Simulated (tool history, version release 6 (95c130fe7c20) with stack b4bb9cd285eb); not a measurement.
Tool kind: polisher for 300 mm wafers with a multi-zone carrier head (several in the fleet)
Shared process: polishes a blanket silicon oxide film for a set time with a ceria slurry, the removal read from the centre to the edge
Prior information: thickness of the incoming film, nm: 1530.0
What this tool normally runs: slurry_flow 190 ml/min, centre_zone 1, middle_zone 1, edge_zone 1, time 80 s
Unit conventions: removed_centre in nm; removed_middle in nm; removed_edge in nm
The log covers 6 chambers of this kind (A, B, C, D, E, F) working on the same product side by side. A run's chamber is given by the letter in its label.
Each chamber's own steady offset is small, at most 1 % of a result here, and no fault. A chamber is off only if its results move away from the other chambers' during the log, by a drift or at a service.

run	day	slurry_flow	centre_zone	middle_zone	edge_zone	time	removed_centre	removed_middle	removed_edge
1F	0.183	190	1	1	1	80	302.94	303.93	299.12
2D	0.392	190	1	1	1	80	306.98	309.33	311.13
3B	0.554	190	1	1	1	80	303.77	305.83	302.59
# day 0.588: chamber E: centre zone pressure recalibrated
4A	0.754	190	1	1	1	80	304.41	308.28	301.82
# day 0.888: chamber B: worn pad replaced by a new one
5E	0.962	190	1	1	1	80	305.3	303.68	311.62
6C	1.079	190	1	1	1	80	305.68	304.06	308.54
7A	1.233	190	1	1	1	80	302.96	303.08	303
# day 1.317: chamber F: worn pad replaced by a new one
8D	1.392	190	1	1	1	80	303.01	310.13	308.17
9B	1.538	190	1	1	1	80	300.66	304.37	304.92
10F	1.692	190	1	1.1	1	80	306.61	332.3	307.7
# day 1.7: chamber C: slurry nozzle cleaned
11E	1.812	190	1	1.1	1	80	308.65	332.08	298.97
12C	2.017	190	1	1.1	1	80	304.84	334.29	294.95
# day 2.05: chamber A: worn pad replaced by a new one
13A	2.171	190	1	1.1	1	80	300.86	337.61	305.26
14D	2.3	190	1	1.1	1	80	303.97	337.72	302.47
15B	2.5	190	1	1.1	1	80	303.18	329.31	299.17
# day 2.621: chamber E: worn pad replaced by a new one
16F	2.708	190	1	1	1	80	304.17	304.42	306
17E	2.912	190	1	1	1	80	304.34	302.78	310.48
18C	3.121	190	1	1	1	80	307.97	301.3	303
19F	3.275	190	1	0.94	1	80	301.81	289.75	306
# day 3.429: chamber D: worn pad replaced by a new one
20B	3.446	190	1	0.94	1	80	296.65	282.76	297.11
21A	3.554	190	1	0.94	1	80	305.39	288.69	301.3
22D	3.746	190	1	0.94	1	80	310.06	290.13	309.5
# day 3.858: chamber B: worn pad replaced by a new one
23E	3.929	190	1	0.94	1	80	307.02	287.47	311.12
24C	4.083	190	1	0.94	1	80	306.34	286.4	308.05
25D	4.283	190	1	1	1.1	98	378.48	373.33	390.92
26C	4.438	190	1	1	1.1	98	377.85	368.34	391.12
27A	4.575	190	1	1	1.1	98	368.99	373.82	393.38
28F	4.721	190	1	1	1.1	98	370.3	374.81	396.29
# day 4.808: chamber C: worn pad replaced by a new one
29E	4.825	190	1	1	1.1	98	373.01	374.49	397.46
30B	5.025	190	1	1	1.1	98	358.01	360.73	379.16
31A	5.254	190	1	1	1	80	300.87	302.24	297.36
# day 5.271: chamber F: slurry nozzle cleaned
# day 5.446: chamber F: worn pad replaced by a new one
32B	5.45	190	1	1	1	80	283.72	294.72	296.38
# day 5.621: chamber F: edge zone pressure recalibrated
33D	5.654	190	1	1	1	80	306.54	309.99	299.64
34F	5.821	190	1	1	1	80	303.03	306.1	307.31
35C	5.979	190	1	1	1	80	303.37	299.92	311.21
36E	6.088	135	1	1	1	80	288.96	287.31	291.41
# day 6.121: chamber A: worn pad replaced by a new one
37E	6.3	135	1	1	1	80	284.61	285.96	296.34
38B	6.462	135	1	1	1	80	260	267.58	275.03
# day 6.529: chamber D: edge zone pressure recalibrated
# day 6.642: chamber D: worn pad replaced by a new one
39F	6.65	135	1	1	1	80	280.99	287.25	292.87
40C	6.796	135	1	1	1	80	287.37	282.14	289.24
41D	7.021	135	1	1	1	80	282.82	288.81	299.62
42A	7.221	190	1	1	1	80	302.29	302.94	305.63

Each of the 6 chambers runs these same settings next. Fill in every chamber's results:
43A	7.383	190	1	1	0.93	80	?	?	?
43B	7.383	190	1	1	0.93	80	?	?	?
43C	7.383	190	1	1	0.93	80	?	?	?
43D	7.383	190	1	1	0.93	80	?	?	?
43E	7.383	190	1	1	0.93	80	?	?	?
43F	7.383	190	1	1	0.93	80	?	?	?

run	removed_centre	removed_middle	removed_edge
43A	306.61	305.54	291.98
43B	283.67	285.68	280.34
43C	306.17	303.18	302.28
43D	303.35	307.45	296.63
43E	298.74	307.94	302.74
43F	299.19	302.19	287.95

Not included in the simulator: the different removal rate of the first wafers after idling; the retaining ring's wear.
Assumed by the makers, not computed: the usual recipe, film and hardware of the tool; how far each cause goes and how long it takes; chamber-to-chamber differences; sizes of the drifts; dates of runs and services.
